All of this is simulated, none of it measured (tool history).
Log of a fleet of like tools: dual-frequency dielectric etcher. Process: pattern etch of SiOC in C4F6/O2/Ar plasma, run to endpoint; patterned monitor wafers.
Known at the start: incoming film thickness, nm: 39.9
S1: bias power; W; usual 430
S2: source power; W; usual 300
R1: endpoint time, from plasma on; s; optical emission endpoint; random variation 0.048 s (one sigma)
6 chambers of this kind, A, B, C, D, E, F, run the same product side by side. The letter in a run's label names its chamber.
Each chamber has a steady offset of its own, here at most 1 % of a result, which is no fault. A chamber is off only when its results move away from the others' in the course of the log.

run,day,S1,S2,R1
1F,0.433,430,300,15.772
2E,0.821,430,300,15.761
3D,1.296,430,300,15.794
4A,1.550,430,300,15.671
5C,1.800,430,300,15.721
6B,2.008,430,300,15.810
7A,2.383,430,300,15.664
8B,2.767,430,300,15.914
9D,3.204,367,360,15.617
10F,3.446,367,360,15.707
# day 3.483: chamber B: wet clean of the chamber
11C,3.888,367,360,15.663
12E,4.342,367,360,15.569
13D,4.675,367,360,15.514
14E,5.100,367,360,15.598
15C,5.421,430,300,15.879
# day 5.738: chamber F: wet clean of the chamber
16A,5.788,430,300,15.689
17F,6.167,430,360,15.441
18B,6.408,430,360,14.889
19E,6.842,430,360,14.621
20A,7.146,430,360,14.650
# day 7.171: chamber C: wet clean of the chamber
# day 7.212: chamber D: wet clean of the chamber
21D,7.508,430,360,14.680
22B,7.825,430,360,14.881
23F,8.121,430,300,16.401
24C,8.454,430,300,15.749
25D,8.821,430,300,15.836
26F,9.050,430,300,16.499
27A,9.412,430,300,15.676
28B,9.867,430,300,15.921
29E,10.246,430,300,15.706
30C,10.596,430,300,15.809
31E,11.050,430,300,15.694
32D,11.267,430,300,15.824
33C,11.633,430,300,15.765
34A,11.958,430,300,15.653
35B,12.396,430,300,15.915
36F,12.708,430,300,16.500
37A,12.979,430,300,15.635
38F,13.412,430,300,16.437

All 6 chambers run these settings next. Forecast each chamber's results:
39A,13.750,430,300,?
39B,13.750,430,300,?
39C,13.750,430,300,?
39D,13.750,430,300,?
39E,13.750,430,300,?
39F,13.750,430,300,?

run,R1
39A,15.679
39B,15.858
39C,15.855
39D,15.728
39E,15.771
39F,16.489

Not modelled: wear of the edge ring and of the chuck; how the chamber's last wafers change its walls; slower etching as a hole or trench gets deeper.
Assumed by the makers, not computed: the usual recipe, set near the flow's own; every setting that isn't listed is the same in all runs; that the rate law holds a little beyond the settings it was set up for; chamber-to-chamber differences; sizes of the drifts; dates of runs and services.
